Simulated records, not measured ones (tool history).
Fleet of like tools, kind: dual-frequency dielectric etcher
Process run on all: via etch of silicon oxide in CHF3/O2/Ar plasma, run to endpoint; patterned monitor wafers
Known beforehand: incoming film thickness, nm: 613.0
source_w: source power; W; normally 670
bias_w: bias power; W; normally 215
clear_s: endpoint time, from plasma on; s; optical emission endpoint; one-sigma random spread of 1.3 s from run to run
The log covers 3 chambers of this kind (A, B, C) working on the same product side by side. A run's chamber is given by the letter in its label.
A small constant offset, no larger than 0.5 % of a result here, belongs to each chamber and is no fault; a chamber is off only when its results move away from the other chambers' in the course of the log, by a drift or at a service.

{"run": "1A", "day": 0.258, "source_w": 670, "bias_w": 215, "clear_s": 279.4}
{"run": "2C", "day": 0.65, "source_w": 670, "bias_w": 215, "clear_s": 282.39}
{"run": "3B", "day": 0.979, "source_w": 670, "bias_w": 215, "clear_s": 280.25}
{"run": "4C", "day": 1.3, "source_w": 670, "bias_w": 215, "clear_s": 280.56}
{"run": "5A", "day": 1.475, "source_w": 670, "bias_w": 215, "clear_s": 279.16}
{"run": "6B", "day": 1.842, "source_w": 670, "bias_w": 215, "clear_s": 280.43}
{"run": "7A", "day": 2.025, "source_w": 670, "bias_w": 215, "clear_s": 280.54}
{"run": "8B", "day": 2.325, "source_w": 670, "bias_w": 178, "clear_s": 299.17}
{"run": "9C", "day": 2.683, "source_w": 670, "bias_w": 178, "clear_s": 296.66}
{"run": "10C", "day": 2.908, "source_w": 670, "bias_w": 178, "clear_s": 298.38}
{"run": "11A", "day": 3.242, "source_w": 670, "bias_w": 215, "clear_s": 281.37}
{"run": "12B", "day": 3.583, "source_w": 670, "bias_w": 215, "clear_s": 281.62}
{"run": "13B", "day": 3.875, "source_w": 670, "bias_w": 215, "clear_s": 281.05}
{"run": "14A", "day": 4.179, "source_w": 670, "bias_w": 215, "clear_s": 287.8}
{"run": "15C", "day": 4.438, "source_w": 670, "bias_w": 215, "clear_s": 282.2}
{"run": "16A", "day": 4.688, "source_w": 590, "bias_w": 215, "clear_s": 302.66}
{"run": "17C", "day": 4.954, "source_w": 590, "bias_w": 215, "clear_s": 295.62}
{"run": "18B", "day": 5.162, "source_w": 590, "bias_w": 215, "clear_s": 295.11}
{"run": "19B", "day": 5.462, "source_w": 670, "bias_w": 215, "clear_s": 280.18}
{"run": "20A", "day": 5.758, "source_w": 670, "bias_w": 215, "clear_s": 290.8}
{"run": "21C", "day": 5.971, "source_w": 670, "bias_w": 215, "clear_s": 279.31}
{"run": "22A", "day": 6.292, "source_w": 670, "bias_w": 215, "clear_s": 289.41}
{"run": "23C", "day": 6.642, "source_w": 670, "bias_w": 215, "clear_s": 278.9}
{"run": "24B", "day": 7.021, "source_w": 670, "bias_w": 215, "clear_s": 280.4}
{"run": "25C", "day": 7.367, "source_w": 670, "bias_w": 215, "clear_s": 283.28}

Which is it: a chamber that has drifted or been left off by a service, a gauge drift common to all chambers, or only each chamber's usual small offset? If a chamber is off, name it and its likeliest cause.

It is chamber A that slowly wanders off from its peers.
Most likely cause: etch rate under this chamber's usual, % = 5.55.

Which of the 4 candidates below, each the usual settings with something changed and its results left as question marks, puts chamber A back in line with what the other chambers give on the usual settings?
Maximum distance from the other chambers' mean on the usual settings for a result to count as in line: clear_s 4.50 s
{"run": "26A-1", "day": 7.654, "source_w": 670, "bias_w": 180, "clear_s": "?"}
{"run": "26A-2", "day": 7.654, "source_w": 770, "bias_w": 215, "clear_s": "?"}
{"run": "26A-3", "day": 7.654, "source_w": 670, "bias_w": 160, "clear_s": "?"}
{"run": "26A-4", "day": 7.654, "source_w": 870, "bias_w": 215, "clear_s": "?"}

The mean the other chambers reach with the usual settings: clear_s 280.55 s
run=26A-1 clear_s=314.44
run=26A-2 clear_s=281.27
run=26A-3 clear_s=326.65
run=26A-4 clear_s=268.64
The answer is 26A-2, which returns the chamber to within the allowed miss of the others.

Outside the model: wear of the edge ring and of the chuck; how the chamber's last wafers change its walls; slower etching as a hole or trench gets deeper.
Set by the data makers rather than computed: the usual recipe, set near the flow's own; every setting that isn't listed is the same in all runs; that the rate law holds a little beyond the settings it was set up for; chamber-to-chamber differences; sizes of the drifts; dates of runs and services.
